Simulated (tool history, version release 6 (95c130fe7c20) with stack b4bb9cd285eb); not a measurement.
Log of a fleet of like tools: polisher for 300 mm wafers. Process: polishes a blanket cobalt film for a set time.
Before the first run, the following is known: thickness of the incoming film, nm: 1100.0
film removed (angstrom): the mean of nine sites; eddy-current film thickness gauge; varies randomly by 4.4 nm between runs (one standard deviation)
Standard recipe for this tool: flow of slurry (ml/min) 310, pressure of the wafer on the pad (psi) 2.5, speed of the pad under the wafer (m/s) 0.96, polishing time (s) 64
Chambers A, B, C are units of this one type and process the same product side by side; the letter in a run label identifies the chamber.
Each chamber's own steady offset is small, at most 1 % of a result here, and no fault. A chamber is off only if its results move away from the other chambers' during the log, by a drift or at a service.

| run | hour | flow of slurry (ml/min) | pressure of the wafer on the pad (psi) | speed of the pad under the wafer (m/s) | polishing time (s) | wafers polished on this pad | hours since the slurry nozzle was cleaned | hours since the head pressure was calibrated | film removed (angstrom) |
|---|---|---|---|---|---|---|---|---|---|
| 1A | 4.2 | 310 | 2.5 | 0.96 | 64 | 325 | 200.7 | 62.4 | 3461.4 |
| 2C | 8.7 | 310 | 2.5 | 0.96 | 64 | 379 | 71.9 | 187.3 | 3475.3 |
| 3B | 14.8 | 310 | 2.5 | 0.96 | 64 | 765 | 190.4 | 60.6 | 3273.9 |
| 4A | 21.2 | 310 | 2.5 | 0.96 | 64 | 571 | 217.7 | 79.4 | 3336.5 |
| 5B | 26.6 | 310 | 2.5 | 0.96 | 64 | 936 | 202.2 | 72.4 | 3386.5 |
|  | 30.8 | chamber C: worn pad replaced by a new one |
| 6C | 32.9 | 395 | 2.5 | 0.96 | 64 | 31 | 96.1 | 211.5 | 3469.3 |
| 7C | 37.8 | 395 | 2.5 | 0.96 | 64 | 102 | 101 | 216.4 | 3442.4 |
| 8A | 41.8 | 395 | 2.5 | 0.96 | 64 | 870 | 238.3 | 100 | 3480.4 |
| 9B | 46 | 310 | 2.5 | 0.96 | 64 | 1218 | 221.6 | 91.8 | 3298.6 |
| 10B | 50.7 | 310 | 2.5 | 0.96 | 64 | 1286 | 226.3 | 96.5 | 3337.3 |
| 11A | 55.3 | 310 | 2.1 | 0.96 | 64 | 1066 | 251.8 | 113.5 | 2798.1 |
| 12C | 58.8 | 310 | 2.1 | 0.96 | 64 | 406 | 122 | 237.4 | 2846.9 |
|  | 61.1 | chamber A: worn pad replaced by a new one |
| 13B | 62.4 | 310 | 2.1 | 0.96 | 64 | 1456 | 238 | 108.2 | 2801.8 |
| 14A | 67.9 | 310 | 2.5 | 0.96 | 64 | 99 | 264.4 | 126.1 | 3410.3 |
| 15C | 72.6 | 310 | 2.5 | 0.96 | 64 | 607 | 135.8 | 251.2 | 3399.1 |
| 16A | 78.7 | 310 | 2.5 | 0.96 | 64 | 256 | 275.2 | 136.9 | 3352.7 |
|  | 79.1 | chamber C: worn pad replaced by a new one |
| 17B | 85.2 | 310 | 2.5 | 0.96 | 64 | 1787 | 260.8 | 131 | 3161.1 |
| 18C | 90.2 | 310 | 2.5 | 0.96 | 64 | 162 | 153.4 | 268.8 | 3323.3 |
| 19C | 93.4 | 310 | 2.5 | 0.96 | 64 | 208 | 156.6 | 272 | 3353.5 |
| 20B | 96.9 | 310 | 2.5 | 0.96 | 64 | 1956 | 272.5 | 142.7 | 3253.6 |
| 21A | 102.6 | 310 | 2.5 | 0.96 | 64 | 603 | 299.1 | 160.8 | 3318.2 |
| 22A | 109.3 | 310 | 2.5 | 0.96 | 64 | 700 | 305.8 | 167.5 | 3346.2 |
| 23C | 113.9 | 310 | 2.5 | 0.96 | 64 | 506 | 177.1 | 292.5 | 3346.2 |
| 24B | 119.6 | 310 | 2.5 | 0.96 | 64 | 2286 | 295.2 | 165.4 | 3088.8 |
| 25C | 122.7 | 310 | 2.5 | 0.96 | 64 | 633 | 185.9 | 301.3 | 3359.7 |
| 26B | 128.4 | 310 | 2.5 | 0.96 | 64 | 2413 | 304 | 174.2 | 3105.6 |
|  | 129.7 | chamber C: worn pad replaced by a new one |
| 27A | 134.8 | 310 | 2.5 | 0.96 | 64 | 1070 | 331.3 | 193 | 3331.9 |
| 28A | 141.5 | 310 | 2.5 | 0.96 | 64 | 1167 | 338 | 199.7 | 3354.1 |
| 29C | 147.8 | 310 | 2.5 | 0.96 | 64 | 263 | 211 | 326.4 | 3380.3 |

Next, every chamber runs the same settings. What will each give?
| 30A | 152.6 | 310 | 2.5 | 0.96 | 64 |  |  |  | ? |
| 30B | 152.6 | 310 | 2.5 | 0.96 | 64 |  |  |  | ? |
| 30C | 152.6 | 310 | 2.5 | 0.96 | 64 |  |  |  | ? |

| run | film removed (angstrom) |
|---|---|
| 30A | 3406.2 |
| 30B | 3023.2 |
| 30C | 3426.7 |

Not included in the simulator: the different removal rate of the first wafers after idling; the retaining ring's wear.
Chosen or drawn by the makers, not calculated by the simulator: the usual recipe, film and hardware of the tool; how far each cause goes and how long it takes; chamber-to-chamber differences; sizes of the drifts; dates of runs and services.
